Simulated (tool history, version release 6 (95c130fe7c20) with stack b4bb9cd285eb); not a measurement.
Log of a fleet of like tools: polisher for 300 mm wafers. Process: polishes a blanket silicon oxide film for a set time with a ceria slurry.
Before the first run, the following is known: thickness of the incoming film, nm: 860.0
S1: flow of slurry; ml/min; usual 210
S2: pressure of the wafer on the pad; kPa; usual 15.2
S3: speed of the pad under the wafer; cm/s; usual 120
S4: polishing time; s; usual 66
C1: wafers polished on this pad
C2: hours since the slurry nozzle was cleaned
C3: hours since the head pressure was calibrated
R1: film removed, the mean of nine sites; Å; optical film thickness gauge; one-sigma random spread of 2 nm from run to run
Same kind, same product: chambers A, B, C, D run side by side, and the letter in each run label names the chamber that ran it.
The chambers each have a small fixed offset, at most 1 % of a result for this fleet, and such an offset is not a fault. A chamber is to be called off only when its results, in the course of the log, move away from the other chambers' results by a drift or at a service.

run	day	S1	S2	S3	S4	C1	C2	C3	R1
1D	0.367	210	15.2	120	66	672	615.3	922.8	2225.0
# day 0.554: chamber C: slurry nozzle cleaned
2B	0.708	210	15.2	120	66	852	558.5	194.1	2254.7
3C	1.146	210	15.2	120	66	392	14.3	241.8	2264.9
4A	1.438	210	15.2	120	66	1127	361.3	272.1	2246.1
# day 1.675: chamber A: worn pad replaced by a new one
5A	1.867	210	15.2	120	66	39	371.6	282.4	2248.4
# day 1.988: chamber C: worn pad replaced by a new one
6C	2.358	210	15.2	120	66	77	43.4	270.9	2254.2
# day 2.392: chamber D: worn pad replaced by a new one
# day 2.600: chamber B: worn pad replaced by a new one
7D	2.654	210	15.2	120	66	54	670.2	977.7	2251.8
# day 2.725: chamber A: slurry nozzle cleaned
8B	3.092	210	15.2	120	66	101	615.7	251.3	2294.6
9A	3.550	210	15.2	92	73	387	19.9	322.8	1951.4
10B	3.988	210	15.2	92	73	287	637.2	272.8	1898.2
11C	4.429	210	15.2	92	73	505	93.1	320.6	1886.1
12D	4.862	210	15.2	92	73	511	723.2	1030.7	1911.1
# day 5.075: chamber C: worn pad replaced by a new one
13B	5.342	210	19.3	138	66	567	669.7	305.3	3328.6
14D	5.746	210	19.3	138	66	693	744.4	1051.9	3276.2
15A	6.142	210	19.3	138	66	923	82.1	385.0	3308.4
16C	6.362	210	19.3	138	66	267	139.5	367.0	3192.3
# day 6.571: chamber D: slurry nozzle cleaned
# day 6.788: chamber A: head pressure recalibrated
17A	6.804	210	15.2	120	66	1060	98.0	0.5	2309.9
18D	7.108	210	15.2	120	66	975	12.9	1084.6	2234.2
# day 7.479: chamber A: worn pad replaced by a new one
19B	7.521	210	15.2	120	66	1017	722.0	357.6	2261.9
# day 7.650: chamber D: worn pad replaced by a new one
# day 7.662: chamber C: worn pad replaced by a new one
20C	7.983	210	15.2	120	66	66	178.4	405.9	2147.0
# day 8.350: chamber B: worn pad replaced by a new one
21A	8.475	210	15.2	120	66	206	138.1	40.6	2269.1
22D	8.708	160	15.2	120	84	219	51.3	1123.0	2723.7
23B	8.938	160	15.2	120	84	121	756.0	391.6	2800.6
24C	9.300	160	15.2	120	84	338	210.0	437.5	2612.1
# day 9.429: chamber B: slurry nozzle cleaned
25C	9.746	160	15.2	120	84	431	220.7	448.2	2600.2
26D	10.129	210	15.2	146	54	513	85.4	1157.1	2256.0
27B	10.379	210	15.2	146	54	420	22.8	426.2	2267.9
28A	10.833	210	15.2	146	54	693	194.7	97.2	2256.1
# day 10.862: chamber C: worn pad replaced by a new one
29A	11.100	210	15.2	146	54	749	201.1	103.6	2264.3
30D	11.425	210	15.2	120	66	781	116.5	1188.2	2265.7
31C	11.867	210	15.2	120	66	207	271.6	499.1	2130.1
32B	12.129	210	15.2	120	66	781	64.8	468.2	2262.4
33D	12.458	210	15.2	120	66	994	141.3	1213.0	2258.4
34C	12.946	210	15.2	120	66	430	297.5	525.0	2073.1
# day 13.112: chamber D: worn pad replaced by a new one
35B	13.179	210	15.2	120	66	999	90.0	493.4	2251.8
# day 13.483: chamber C: worn pad replaced by a new one
36A	13.538	210	15.2	120	66	1253	259.6	162.1	2300.2
37D	13.992	210	15.2	120	66	182	178.1	1249.8	2264.0
38C	14.242	210	15.2	120	66	157	328.6	556.1	2123.0
# day 14.650: chamber A: worn pad replaced by a new one
39B	14.721	210	15.2	120	66	1317	127.0	530.4	2259.5
40A	14.979	210	15.2	120	66	68	294.2	196.7	2261.7

Next, all 4 chambers run the settings below, one line each with question marks for the results. What does each chamber give?
41A	15.333	210	10.3	120	66				?
41B	15.333	210	10.3	120	66				?
41C	15.333	210	10.3	120	66				?
41D	15.333	210	10.3	120	66				?

run	R1
41A	1570.7
41B	1570.6
41C	1420.3
41D	1528.1
